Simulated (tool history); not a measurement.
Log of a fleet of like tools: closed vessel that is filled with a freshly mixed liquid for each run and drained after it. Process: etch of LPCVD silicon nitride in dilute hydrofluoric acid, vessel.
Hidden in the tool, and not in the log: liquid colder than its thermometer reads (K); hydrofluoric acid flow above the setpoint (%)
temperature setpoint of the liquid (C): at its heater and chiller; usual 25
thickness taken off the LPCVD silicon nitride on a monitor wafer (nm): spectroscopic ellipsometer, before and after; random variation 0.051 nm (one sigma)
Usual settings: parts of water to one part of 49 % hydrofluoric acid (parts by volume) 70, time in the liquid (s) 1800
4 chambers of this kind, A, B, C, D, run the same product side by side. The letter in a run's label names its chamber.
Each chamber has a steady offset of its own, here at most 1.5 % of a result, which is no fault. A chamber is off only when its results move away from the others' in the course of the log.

| run | hour | temperature setpoint of the liquid (C) | parts of water to one part of 49 % hydrofluoric acid (parts by volume) | time in the liquid (s) | hours since the thermometer was replaced | hours since the hydrofluoric acid flow meter was replaced | read-back film thickness of the LPCVD silicon nitride reference wafer, read on the same gauge (nm) | thickness taken off the LPCVD silicon nitride on a monitor wafer (nm) |
|---|---|---|---|---|---|---|---|---|
| 1D | 5.0 | 25 | 70 | 1800 | 93.9 | 749.3 | 79.986 | 14.2600 |
| 2B | 15.0 | 25 | 70 | 1800 | 1431.8 | 1376.1 | 79.954 | 14.2150 |
| 3C | 23.6 | 25 | 70 | 1800 | 1165.1 | 854.8 | 80.026 | 14.2690 |
| 4A | 31.3 | 25 | 70 | 1800 | 392.9 | 469.1 | 79.980 | 14.2930 |
| 5B | 37.7 | 25 | 70 | 1800 | 1454.5 | 1398.8 | 79.976 | 14.1440 |
|  | 41.5 | chamber B: thermometer replaced |
| 6C | 43.1 | 25 | 70 | 1800 | 1184.6 | 874.3 | 80.017 | 14.3430 |
| 7A | 48.7 | 25 | 70 | 1800 | 410.3 | 486.5 | 80.022 | 14.3810 |
| 8D | 55.3 | 25 | 70 | 1800 | 144.2 | 799.6 | 79.992 | 14.4180 |
| 9C | 60.6 | 25 | 70 | 1800 | 1202.1 | 891.8 | 79.985 | 14.3040 |
| 10A | 69.5 | 25 | 70 | 1800 | 431.1 | 507.3 | 79.996 | 14.5770 |
| 11B | 78.1 | 25 | 70 | 1800 | 36.7 | 1439.2 | 79.974 | 14.1540 |
| 12D | 86.7 | 23 | 90 | 1800 | 175.6 | 831.0 | 79.985 | 9.7800 |
| 13D | 93.3 | 23 | 90 | 1800 | 182.2 | 837.6 | 79.992 | 9.8132 |
| 14A | 101.4 | 23 | 90 | 1800 | 463.0 | 539.2 | 79.997 | 10.0170 |
| 15C | 106.4 | 23 | 90 | 1800 | 1247.9 | 937.6 | 79.995 | 9.7472 |
|  | 109.2 | chamber C: thermometer replaced |
| 16B | 113.0 | 25 | 70 | 1800 | 71.6 | 1474.1 | 79.985 | 14.1540 |
| 17D | 122.8 | 25 | 70 | 1800 | 211.7 | 867.1 | 80.006 | 14.3280 |
| 18B | 127.2 | 25 | 70 | 1800 | 85.8 | 1488.3 | 80.020 | 14.1670 |
| 19A | 135.4 | 25 | 70 | 1800 | 497.0 | 573.2 | 80.005 | 14.8460 |
| 20C | 143.2 | 25 | 70 | 1800 | 34.1 | 974.4 | 80.036 | 14.2450 |
| 21B | 149.9 | 25 | 70 | 1800 | 108.5 | 1511.0 | 79.988 | 14.1630 |
| 22D | 156.4 | 25 | 70 | 1800 | 245.3 | 900.7 | 79.993 | 14.3470 |
| 23A | 165.4 | 25 | 70 | 1800 | 527.0 | 603.2 | 79.997 | 14.8370 |
| 24C | 170.7 | 29 | 80 | 1800 | 61.6 | 1001.9 | 79.983 | 16.2980 |
| 25D | 178.1 | 29 | 80 | 1800 | 267.0 | 922.4 | 79.985 | 16.3310 |

Next, every chamber runs the same settings. What will each give?
| 26A | 185.4 | 25 | 70 | 1800 |  |  |  | ? |
| 26B | 185.4 | 25 | 70 | 1800 |  |  |  | ? |
| 26C | 185.4 | 25 | 70 | 1800 |  |  |  | ? |
| 26D | 185.4 | 25 | 70 | 1800 |  |  |  | ? |

| run | thickness taken off the LPCVD silicon nitride on a monitor wafer (nm) |
|---|---|
| 26A | 14.9640 |
| 26B | 14.2020 |
| 26C | 14.3090 |
| 26D | 14.3140 |
